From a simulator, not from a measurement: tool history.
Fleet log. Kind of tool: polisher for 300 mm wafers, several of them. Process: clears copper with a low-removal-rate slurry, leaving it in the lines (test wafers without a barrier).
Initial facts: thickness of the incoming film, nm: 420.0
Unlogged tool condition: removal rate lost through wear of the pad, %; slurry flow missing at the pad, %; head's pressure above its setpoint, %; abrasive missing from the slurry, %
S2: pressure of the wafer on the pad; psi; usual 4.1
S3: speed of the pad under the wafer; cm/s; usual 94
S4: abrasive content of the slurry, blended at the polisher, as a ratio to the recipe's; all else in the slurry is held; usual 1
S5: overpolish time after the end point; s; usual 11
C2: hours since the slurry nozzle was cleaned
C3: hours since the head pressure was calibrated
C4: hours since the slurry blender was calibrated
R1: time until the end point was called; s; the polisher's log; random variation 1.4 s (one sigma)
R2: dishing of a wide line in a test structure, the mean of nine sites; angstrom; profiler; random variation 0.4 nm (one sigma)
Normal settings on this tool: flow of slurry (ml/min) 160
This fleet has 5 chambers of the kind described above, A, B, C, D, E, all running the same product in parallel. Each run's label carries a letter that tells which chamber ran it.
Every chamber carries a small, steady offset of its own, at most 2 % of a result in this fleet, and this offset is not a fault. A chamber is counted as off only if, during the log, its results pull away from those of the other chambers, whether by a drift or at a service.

Run 1A, hour 9.7: usual settings; wafers polished on this pad 511; C2 112.8; C3 317.1; C4 53.8. Result: R1 130.34 s, R2 247.04 angstrom.
Run 2B, hour 16.2: usual settings; wafers polished on this pad 769; C2 235.5; C3 456; C4 126.1. Result: R1 129.89 s, R2 253.11 angstrom.
Run 3C, hour 26: usual settings; wafers polished on this pad 1092; C2 155.8; C3 88.4; C4 99.6. Result: R1 131.99 s, R2 254.81 angstrom.
At hour 30: chamber E: worn pad replaced by a new one.
Run 4E, hour 33.5: usual settings; wafers polished on this pad 40; C2 164.7; C3 249.4; C4 80. Result: R1 129.48 s, R2 255.14 angstrom.
Run 5D, hour 39.2: usual settings; wafers polished on this pad 586; C2 162.2; C3 563.3; C4 240.6. Result: R1 130.14 s, R2 245.04 angstrom.
Run 6E, hour 46.5: usual settings but S3 118 cm/s, S4 0.75; wafers polished on this pad 187; C2 177.7; C3 262.4; C4 93. Result: R1 109.07 s, R2 286 angstrom.
At hour 50.8: chamber D: slurry blender recalibrated.
Run 7A, hour 55.1: usual settings but S3 118 cm/s, S4 0.75; wafers polished on this pad 1023; C2 158.2; C3 362.5; C4 99.2. Result: R1 109.55 s, R2 282.81 angstrom.
Run 8D, hour 62.7: usual settings but S3 118 cm/s, S4 0.75; wafers polished on this pad 851; C2 185.7; C3 586.8; C4 12. Result: R1 109.06 s, R2 287.78 angstrom.
At hour 68: chamber B: worn pad replaced by a new one.
At hour 68.9: chamber C: slurry nozzle cleaned.
At hour 69.6: chamber C: worn pad replaced by a new one.
Run 9B, hour 70.3: usual settings but S3 118 cm/s, S4 0.75; wafers polished on this pad 25; C2 289.6; C3 510.1; C4 180.2. Result: R1 110.59 s, R2 282.93 angstrom.
At hour 76.5: chamber D: worn pad replaced by a new one.
Run 10C, hour 78.2: usual settings but S3 118 cm/s, S4 0.75; wafers polished on this pad 98; C2 9.4; C3 140.6; C4 151.8. Result: R1 112.63 s, R2 287.23 angstrom.
At hour 83.7: chamber A: worn pad replaced by a new one.
Run 11B, hour 84: usual settings but S4 1.3; wafers polished on this pad 180; C2 303.3; C3 523.8; C4 193.9. Result: R1 122.51 s, R2 268.56 angstrom.
At hour 86.4: chamber E: worn pad replaced by a new one.
Run 12C, hour 92.2: usual settings but S4 1.3; wafers polished on this pad 256; C2 23.4; C3 154.6; C4 165.8. Result: R1 121.48 s, R2 258.45 angstrom.
Run 13E, hour 100.4: usual settings but S4 1.3; wafers polished on this pad 158; C2 231.6; C3 316.3; C4 146.9. Result: R1 123.08 s, R2 266.28 angstrom.
Run 14A, hour 109.8: usual settings but S4 1.3; wafers polished on this pad 295; C2 212.9; C3 417.2; C4 153.9. Result: R1 124.04 s, R2 260.8 angstrom.
At hour 111.6: chamber A: slurry nozzle cleaned.
Run 15D, hour 115.8: usual settings but S4 1.3; wafers polished on this pad 444; C2 238.8; C3 639.9; C4 65.1. Result: R1 122.59 s, R2 258 angstrom.
Run 16E, hour 121.4: usual settings but S3 112 cm/s; wafers polished on this pad 395; C2 252.6; C3 337.3; C4 167.9. Result: R1 107.56 s, R2 291.89 angstrom.
Run 17D, hour 128.3: usual settings but S3 112 cm/s; wafers polished on this pad 585; C2 251.3; C3 652.4; C4 77.6. Result: R1 107.15 s, R2 281.35 angstrom.
At hour 129.2: chamber B: slurry blender recalibrated.
Run 18A, hour 134.4: usual settings but S3 112 cm/s; wafers polished on this pad 572; C2 22.8; C3 441.8; C4 178.5. Result: R1 111.48 s, R2 282.43 angstrom.
At hour 137.9: chamber B: slurry nozzle cleaned.
Run 19B, hour 140.6: usual settings but S3 112 cm/s; wafers polished on this pad 818; C2 2.8; C3 580.4; C4 11.5. Result: R1 107.85 s, R2 294.56 angstrom.
Run 20C, hour 147.3: usual settings but S3 112 cm/s; wafers polished on this pad 877; C2 78.5; C3 209.7; C4 220.9. Result: R1 109.73 s, R2 292.43 angstrom.
At hour 151.9: chamber D: worn pad replaced by a new one.
At hour 152.5: chamber E: worn pad replaced by a new one.
Run 21B, hour 157: usual settings; wafers polished on this pad 1003; C2 19.2; C3 596.8; C4 27.9. Result: R1 127.58 s, R2 249.76 angstrom.
At hour 161.1: chamber E: slurry blender recalibrated.
Run 22D, hour 166.5: usual settings; wafers polished on this pad 165; C2 289.5; C3 690.6; C4 115.8. Result: R1 125.15 s, R2 247.69 angstrom.
At hour 169.4: chamber B: worn pad replaced by a new one.
Run 23C, hour 173.1: usual settings; wafers polished on this pad 1168; C2 104.3; C3 235.5; C4 246.7. Result: R1 131.01 s, R2 240.06 angstrom.
Run 24E, hour 179.3: usual settings; wafers polished on this pad 302; C2 310.5; C3 395.2; C4 18.2. Result: R1 129.85 s, R2 248.96 angstrom.
Run 25A, hour 187.5: usual settings; wafers polished on this pad 1171; C2 75.9; C3 494.9; C4 231.6. Result: R1 131.35 s, R2 249.32 angstrom.
At hour 188.2: chamber C: slurry blender recalibrated.
Run 26D, hour 196.3: usual settings; wafers polished on this pad 501; C2 319.3; C3 720.4; C4 145.6. Result: R1 130.62 s, R2 248.91 angstrom.
At hour 197.3: chamber E: slurry nozzle cleaned.
Run 27C, hour 203.7: usual settings; wafers polished on this pad 1513; C2 134.9; C3 266.1; C4 15.5. Result: R1 132.06 s, R2 256.59 angstrom.
Run 28A, hour 212.8: usual settings; wafers polished on this pad 1457; C2 101.2; C3 520.2; C4 256.9. Result: R1 130.32 s, R2 247.41 angstrom.
At hour 217.2: chamber E: worn pad replaced by a new one.
Run 29E, hour 220.7: usual settings; wafers polished on this pad 40; C2 23.5; C3 436.6; C4 59.6. Result: R1 127.96 s, R2 247.88 angstrom.
Run 30B, hour 229.4: usual settings but S5 14 s; wafers polished on this pad 676; C2 91.6; C3 669.2; C4 100.3. Result: R1 128.87 s, R2 310.46 angstrom.

Is one chamber off against the others, does the gauge drift, or is nothing wrong? If a chamber is off, say which, and what the likeliest cause is.

The fleet is healthy, with each chamber sitting at its usual small offset and no drift in the gauge.
